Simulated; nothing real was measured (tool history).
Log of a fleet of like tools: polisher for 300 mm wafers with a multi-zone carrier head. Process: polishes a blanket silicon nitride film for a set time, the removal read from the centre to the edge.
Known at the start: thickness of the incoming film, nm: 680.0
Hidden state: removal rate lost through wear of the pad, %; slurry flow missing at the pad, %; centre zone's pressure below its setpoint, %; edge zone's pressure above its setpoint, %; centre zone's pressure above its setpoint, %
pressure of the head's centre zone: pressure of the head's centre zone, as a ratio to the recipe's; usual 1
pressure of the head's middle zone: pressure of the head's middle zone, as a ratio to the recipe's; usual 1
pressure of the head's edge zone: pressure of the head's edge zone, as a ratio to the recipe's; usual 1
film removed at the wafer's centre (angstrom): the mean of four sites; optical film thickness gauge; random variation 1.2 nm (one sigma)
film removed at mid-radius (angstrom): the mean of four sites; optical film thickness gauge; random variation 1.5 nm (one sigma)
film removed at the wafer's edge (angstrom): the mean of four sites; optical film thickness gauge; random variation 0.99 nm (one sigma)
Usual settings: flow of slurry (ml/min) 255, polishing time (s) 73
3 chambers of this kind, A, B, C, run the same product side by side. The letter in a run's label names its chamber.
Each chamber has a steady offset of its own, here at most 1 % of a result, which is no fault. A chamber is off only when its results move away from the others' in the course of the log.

| run | hour | flow of slurry (ml/min) | pressure of the head's centre zone | pressure of the head's middle zone | pressure of the head's edge zone | polishing time (s) | wafers polished on this pad | hours since the slurry nozzle was cleaned | hours since the centre zone pressure was calibrated | hours since the edge zone pressure was calibrated | film removed at the wafer's centre (angstrom) | film removed at mid-radius (angstrom) | film removed at the wafer's edge (angstrom) |
|---|---|---|---|---|---|---|---|---|---|---|---|---|---|
| 1B | 4.7 | 255 | 1 | 1 | 1 | 73 | 259 | 296.4 | 126.1 | 424.9 | 1154 | 1147.6 | 1144.8 |
| 2A | 13.1 | 255 | 1 | 1 | 1 | 73 | 231 | 370 | 672.5 | 83 | 1147.6 | 1168.5 | 1154.9 |
| 3C | 22.4 | 255 | 1 | 1 | 1 | 73 | 443 | 189.5 | 659.7 | 961.9 | 1147.1 | 1163.2 | 1145.8 |
| 4A | 31.3 | 255 | 1 | 1 | 1 | 73 | 355 | 388.2 | 690.7 | 101.2 | 1133.9 | 1172.5 | 1137 |
| 5B | 39.1 | 255 | 1 | 1 | 1 | 73 | 494 | 330.8 | 160.5 | 459.3 | 1145.3 | 1167.7 | 1134.6 |
| 6C | 46.2 | 255 | 1 | 1 | 1 | 73 | 605 | 213.3 | 683.5 | 985.7 | 1151.3 | 1142.6 | 1155.6 |
|  | 52.5 | chamber C: worn pad replaced by a new one |
|  | 52.7 | chamber A: worn pad replaced by a new one |
| 7C | 54.4 | 255 | 1 | 1 | 1 | 73 | 13 | 221.5 | 691.7 | 993.9 | 1133.3 | 1153.3 | 1143.8 |
|  | 56.4 | chamber B: worn pad replaced by a new one |
| 8B | 58.7 | 255 | 1 | 1 | 1 | 73 | 16 | 350.4 | 180.1 | 478.9 | 1157.2 | 1172.8 | 1159.9 |
| 9A | 65.1 | 255 | 1 | 1 | 1 | 73 | 85 | 422 | 724.5 | 135 | 1151.8 | 1147.4 | 1163.7 |
| 10A | 70.5 | 255 | 1 | 1 | 1 | 73 | 121 | 427.4 | 729.9 | 140.4 | 1142.5 | 1145.1 | 1158.5 |
| 11C | 79.1 | 255 | 1 | 1 | 1 | 73 | 181 | 246.2 | 716.4 | 1018.6 | 1117.9 | 1149.7 | 1146.3 |
| 12B | 87.7 | 255 | 1 | 1 | 1 | 73 | 214 | 379.4 | 209.1 | 507.9 | 1164.3 | 1149.3 | 1152 |
|  | 87.9 | chamber B: slurry nozzle cleaned |
| 13A | 96.6 | 255 | 1 | 1 | 1 | 73 | 300 | 453.5 | 756 | 166.5 | 1157.6 | 1184.8 | 1154.8 |
| 14B | 101.9 | 325 | 1 | 1.1 | 1 | 73 | 311 | 14.1 | 223.3 | 522.1 | 1178 | 1294 | 1171.2 |
|  | 108.5 | chamber C: centre zone pressure recalibrated |
| 15C | 110.4 | 325 | 1 | 1.1 | 1 | 73 | 395 | 277.5 | 2 | 1049.9 | 1194.5 | 1302.2 | 1173.8 |
| 16A | 118.6 | 325 | 1 | 1.1 | 1 | 73 | 450 | 475.5 | 778 | 188.5 | 1182.9 | 1314.5 | 1190.4 |
| 17B | 124.1 | 255 | 1 | 1 | 1 | 73 | 462 | 36.3 | 245.5 | 544.3 | 1141.8 | 1142.9 | 1130 |
|  | 128.5 | chamber A: worn pad replaced by a new one |
|  | 130.6 | chamber B: worn pad replaced by a new one |
| 18C | 131.2 | 255 | 1 | 0.91 | 1 | 73 | 537 | 298.3 | 22.8 | 1070.7 | 1143.9 | 1049.4 | 1149.3 |
| 19B | 139.1 | 255 | 1 | 0.91 | 1 | 73 | 58 | 51.3 | 260.5 | 559.3 | 1130 | 1068.7 | 1156.3 |
|  | 143.3 | chamber C: worn pad replaced by a new one |
| 20A | 143.5 | 255 | 1 | 0.91 | 1 | 73 | 102 | 500.4 | 802.9 | 213.4 | 1138.4 | 1087.1 | 1152.6 |
|  | 145.1 | chamber C: slurry nozzle cleaned |
| 21C | 147.5 | 255 | 1 | 1 | 1 | 73 | 28 | 2.4 | 39.1 | 1087 | 1139.7 | 1155.1 | 1149.5 |
| 22C | 154.1 | 255 | 1 | 1 | 1 | 73 | 74 | 9 | 45.7 | 1093.6 | 1159.4 | 1144.2 | 1167.5 |
| 23B | 160 | 255 | 1 | 1 | 1 | 73 | 201 | 72.2 | 281.4 | 580.2 | 1154.5 | 1179.6 | 1145.3 |
| 24A | 166.9 | 255 | 1 | 1 | 1 | 73 | 262 | 523.8 | 826.3 | 236.8 | 1125.3 | 1163.8 | 1139.8 |
| 25A | 172.9 | 255 | 1 | 1 | 1 | 73 | 303 | 529.8 | 832.3 | 242.8 | 1157.7 | 1187 | 1149.2 |
| 26C | 182 | 255 | 1.08 | 1 | 1 | 50 | 264 | 36.9 | 73.6 | 1121.5 | 845.22 | 778.32 | 783.38 |
| 27B | 186.5 | 255 | 1.08 | 1 | 1 | 50 | 381 | 98.7 | 307.9 | 606.7 | 849.66 | 778.99 | 770.92 |
| 28C | 192.6 | 255 | 1.08 | 1 | 1 | 50 | 336 | 47.5 | 84.2 | 1132.1 | 847.6 | 775.45 | 796.8 |
| 29B | 201.5 | 255 | 1 | 1 | 1 | 73 | 484 | 113.7 | 322.9 | 621.7 | 1148.5 | 1158.5 | 1160.5 |
| 30A | 205.8 | 255 | 1 | 1 | 1 | 73 | 528 | 562.7 | 865.2 | 275.7 | 1148.7 | 1180.8 | 1161.9 |
|  | 206.7 | chamber B: worn pad replaced by a new one |
|  | 207.9 | chamber A: worn pad replaced by a new one |
| 31A | 212.1 | 255 | 1 | 1 | 1 | 73 | 29 | 569 | 871.5 | 282 | 1168.7 | 1142.7 | 1151.8 |
| 32B | 216.4 | 255 | 1 | 1 | 1 | 73 | 66 | 128.6 | 337.8 | 636.6 | 1154.6 | 1167.3 | 1155.4 |
| 33C | 222.8 | 255 | 1 | 1 | 1 | 73 | 543 | 77.7 | 114.4 | 1162.3 | 1107.8 | 1159.7 | 1136.8 |
| 34C | 227.1 | 255 | 1 | 1 | 1 | 73 | 572 | 82 | 118.7 | 1166.6 | 1147.7 | 1120.8 | 1172.2 |
| 35A | 233.9 | 255 | 1 | 1 | 1 | 73 | 177 | 590.8 | 893.3 | 303.8 | 1163.4 | 1176 | 1161.1 |
| 36B | 242.8 | 255 | 1 | 1 | 1 | 73 | 247 | 155 | 364.2 | 663 | 1155.2 | 1164.5 | 1151.9 |
|  | 248.2 | chamber C: worn pad replaced by a new one |
| 37A | 249 | 290 | 1 | 1 | 1 | 73 | 281 | 605.9 | 908.4 | 318.9 | 1172.1 | 1158.5 | 1183.6 |
| 38B | 254 | 290 | 1 | 1 | 1 | 73 | 323 | 166.2 | 375.4 | 674.2 | 1174 | 1168.5 | 1168.5 |
| 39C | 262 | 290 | 1 | 1 | 1 | 73 | 94 | 116.9 | 153.6 | 1201.5 | 1151.5 | 1200 | 1168.4 |
| 40A | 267.5 | 255 | 1 | 1 | 1.06 | 89 | 407 | 624.4 | 926.9 | 337.4 | 1398.4 | 1438.8 | 1437.6 |
| 41C | 273.2 | 255 | 1 | 1 | 1.06 | 89 | 170 | 128.1 | 164.8 | 1212.7 | 1401.7 | 1385.1 | 1453.5 |
| 42B | 282.2 | 255 | 1 | 1 | 1.06 | 89 | 516 | 194.4 | 403.6 | 702.4 | 1420.9 | 1418.5 | 1436.1 |
| 43A | 286.7 | 190 | 1 | 0.96 | 1 | 73 | 538 | 643.6 | 946.1 | 356.6 | 1114.2 | 1101.3 | 1104.2 |
| 44B | 290.8 | 190 | 1 | 0.96 | 1 | 73 | 574 | 203 | 412.2 | 711 | 1114.7 | 1068.1 | 1106.2 |

Next, every chamber runs the same settings. What will each give?
| 45A | 297.5 | 255 | 1 | 1 | 1 | 73 |  |  |  |  | ? | ? | ? |
| 45B | 297.5 | 255 | 1 | 1 | 1 | 73 |  |  |  |  | ? | ? | ? |
| 45C | 297.5 | 255 | 1 | 1 | 1 | 73 |  |  |  |  | ? | ? | ? |

| run | film removed at the wafer's centre (angstrom) | film removed at mid-radius (angstrom) | film removed at the wafer's edge (angstrom) |
|---|---|---|---|
| 45A | 1164.6 | 1133.7 | 1182.9 |
| 45B | 1166.8 | 1126.1 | 1145.2 |
| 45C | 1148 | 1160.5 | 1165.7 |
